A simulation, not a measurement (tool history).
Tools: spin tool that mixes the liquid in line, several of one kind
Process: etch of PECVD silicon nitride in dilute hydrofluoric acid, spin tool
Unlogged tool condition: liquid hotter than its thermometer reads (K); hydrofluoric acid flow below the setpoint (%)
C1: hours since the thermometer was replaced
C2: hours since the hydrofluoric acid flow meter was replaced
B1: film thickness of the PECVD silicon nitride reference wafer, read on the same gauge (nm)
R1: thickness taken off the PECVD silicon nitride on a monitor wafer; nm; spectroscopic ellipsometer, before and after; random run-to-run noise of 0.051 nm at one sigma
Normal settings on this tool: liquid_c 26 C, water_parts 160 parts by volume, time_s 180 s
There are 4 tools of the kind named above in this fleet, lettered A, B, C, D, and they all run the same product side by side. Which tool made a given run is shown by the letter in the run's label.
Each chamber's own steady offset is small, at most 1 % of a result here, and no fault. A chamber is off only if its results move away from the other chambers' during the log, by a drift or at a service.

run 1D hour=9.1 | liquid_c=26 water_parts=160 time_s=180 | C1=1190.7 C2=798.4 | B1=139.96 | R1=5.6807
run 2C hour=15.6 | liquid_c=26 water_parts=160 time_s=180 | C1=1216.2 C2=747.4 | B1=140.01 | R1=5.6759
run 3A hour=22.8 | liquid_c=26 water_parts=160 time_s=180 | C1=2688.0 C2=845.4 | B1=140.00 | R1=5.6799
run 4B hour=29.1 | liquid_c=26 water_parts=160 time_s=180 | C1=968.1 C2=1415.0 | B1=140.01 | R1=5.6445
run 5B hour=38.5 | liquid_c=26 water_parts=160 time_s=105 | C1=977.5 C2=1424.4 | B1=140.00 | R1=3.3418
run 6D hour=43.7 | liquid_c=26 water_parts=160 time_s=105 | C1=1225.3 C2=833.0 | B1=140.01 | R1=3.3319
run 7C hour=52.7 | liquid_c=26 water_parts=160 time_s=105 | C1=1253.3 C2=784.5 | B1=139.97 | R1=3.3292
run 8A hour=59.5 | liquid_c=26 water_parts=160 time_s=105 | C1=2724.7 C2=882.1 | B1=140.00 | R1=3.3273
run 9A hour=65.7 | liquid_c=26 water_parts=160 time_s=180 | C1=2730.9 C2=888.3 | B1=140.00 | R1=5.6042
run 10B hour=74.9 | liquid_c=26 water_parts=160 time_s=180 | C1=1013.9 C2=1460.8 | B1=140.02 | R1=5.6410
-- hour=75.0 chamber A: thermometer replaced
run 11C hour=84.5 | liquid_c=26 water_parts=160 time_s=180 | C1=1285.1 C2=816.3 | B1=140.02 | R1=5.7427
run 12D hour=90.3 | liquid_c=26 water_parts=160 time_s=180 | C1=1271.9 C2=879.6 | B1=139.99 | R1=5.7042
run 13A hour=96.3 | liquid_c=26 water_parts=160 time_s=180 | C1=21.4 C2=918.9 | B1=140.01 | R1=5.7318
run 14C hour=106.3 | liquid_c=26 water_parts=160 time_s=180 | C1=1306.9 C2=838.1 | B1=140.00 | R1=5.6934
run 15D hour=112.0 | liquid_c=26 water_parts=160 time_s=180 | C1=1293.6 C2=901.3 | B1=139.99 | R1=5.7000
run 16B hour=117.3 | liquid_c=26 water_parts=160 time_s=180 | C1=1056.3 C2=1503.2 | B1=139.97 | R1=5.4709
run 17D hour=124.8 | liquid_c=26 water_parts=160 time_s=180 | C1=1306.4 C2=914.1 | B1=140.01 | R1=5.6359
run 18B hour=129.5 | liquid_c=26 water_parts=125 time_s=180 | C1=1068.5 C2=1515.4 | B1=139.98 | R1=7.1244
run 19C hour=135.9 | liquid_c=26 water_parts=125 time_s=180 | C1=1336.5 C2=867.7 | B1=140.02 | R1=7.3498
run 20A hour=145.6 | liquid_c=26 water_parts=125 time_s=180 | C1=70.7 C2=968.2 | B1=140.03 | R1=7.3244
run 21C hour=152.8 | liquid_c=26 water_parts=125 time_s=180 | C1=1353.4 C2=884.6 | B1=140.02 | R1=7.2866
run 22D hour=160.8 | liquid_c=26 water_parts=160 time_s=180 | C1=1342.4 C2=950.1 | B1=140.01 | R1=5.6354
run 23A hour=166.3 | liquid_c=26 water_parts=160 time_s=180 | C1=91.4 C2=988.9 | B1=140.04 | R1=5.7448
run 24B hour=173.0 | liquid_c=26 water_parts=160 time_s=180 | C1=1112.0 C2=1558.9 | B1=139.99 | R1=5.4642
run 25C hour=177.4 | liquid_c=26 water_parts=160 time_s=180 | C1=1378.0 C2=909.2 | B1=140.04 | R1=5.7080
run 26A hour=182.7 | liquid_c=26 water_parts=160 time_s=180 | C1=107.8 C2=1005.3 | B1=140.03 | R1=5.5809
run 27B hour=191.5 | liquid_c=26 water_parts=160 time_s=180 | C1=1130.5 C2=1577.4 | B1=140.02 | R1=5.4667
run 28D hour=201.4 | liquid_c=26 water_parts=160 time_s=180 | C1=1383.0 C2=990.7 | B1=140.02 | R1=5.7694
run 29D hour=209.9 | liquid_c=26 water_parts=160 time_s=180 | C1=1391.5 C2=999.2 | B1=139.99 | R1=5.5989
run 30A hour=215.9 | liquid_c=26 water_parts=160 time_s=180 | C1=141.0 C2=1038.5 | B1=140.00 | R1=5.6583
run 31C hour=222.3 | liquid_c=26 water_parts=160 time_s=180 | C1=1422.9 C2=954.1 | B1=140.01 | R1=5.6326
run 32B hour=232.2 | liquid_c=26 water_parts=160 time_s=180 | C1=1171.2 C2=1618.1 | B1=140.01 | R1=5.3303
run 33C hour=238.3 | liquid_c=26 water_parts=160 time_s=180 | C1=1438.9 C2=970.1 | B1=140.01 | R1=5.7345
run 34A hour=245.7 | liquid_c=26 water_parts=160 time_s=180 | C1=170.8 C2=1068.3 | B1=140.01 | R1=5.5510
run 35B hour=250.5 | liquid_c=26 water_parts=160 time_s=180 | C1=1189.5 C2=1636.4 | B1=139.99 | R1=5.3276

Next, every chamber runs the same settings. What will each give?
run 36A hour=257.7 | liquid_c=26 water_parts=160 time_s=180 | R1=?
run 36B hour=257.7 | liquid_c=26 water_parts=160 time_s=180 | R1=?
run 36C hour=257.7 | liquid_c=26 water_parts=160 time_s=180 | R1=?
run 36D hour=257.7 | liquid_c=26 water_parts=160 time_s=180 | R1=?

run=36A R1=5.6824
run=36B R1=5.2478
run=36C R1=5.7274
run=36D R1=5.6910

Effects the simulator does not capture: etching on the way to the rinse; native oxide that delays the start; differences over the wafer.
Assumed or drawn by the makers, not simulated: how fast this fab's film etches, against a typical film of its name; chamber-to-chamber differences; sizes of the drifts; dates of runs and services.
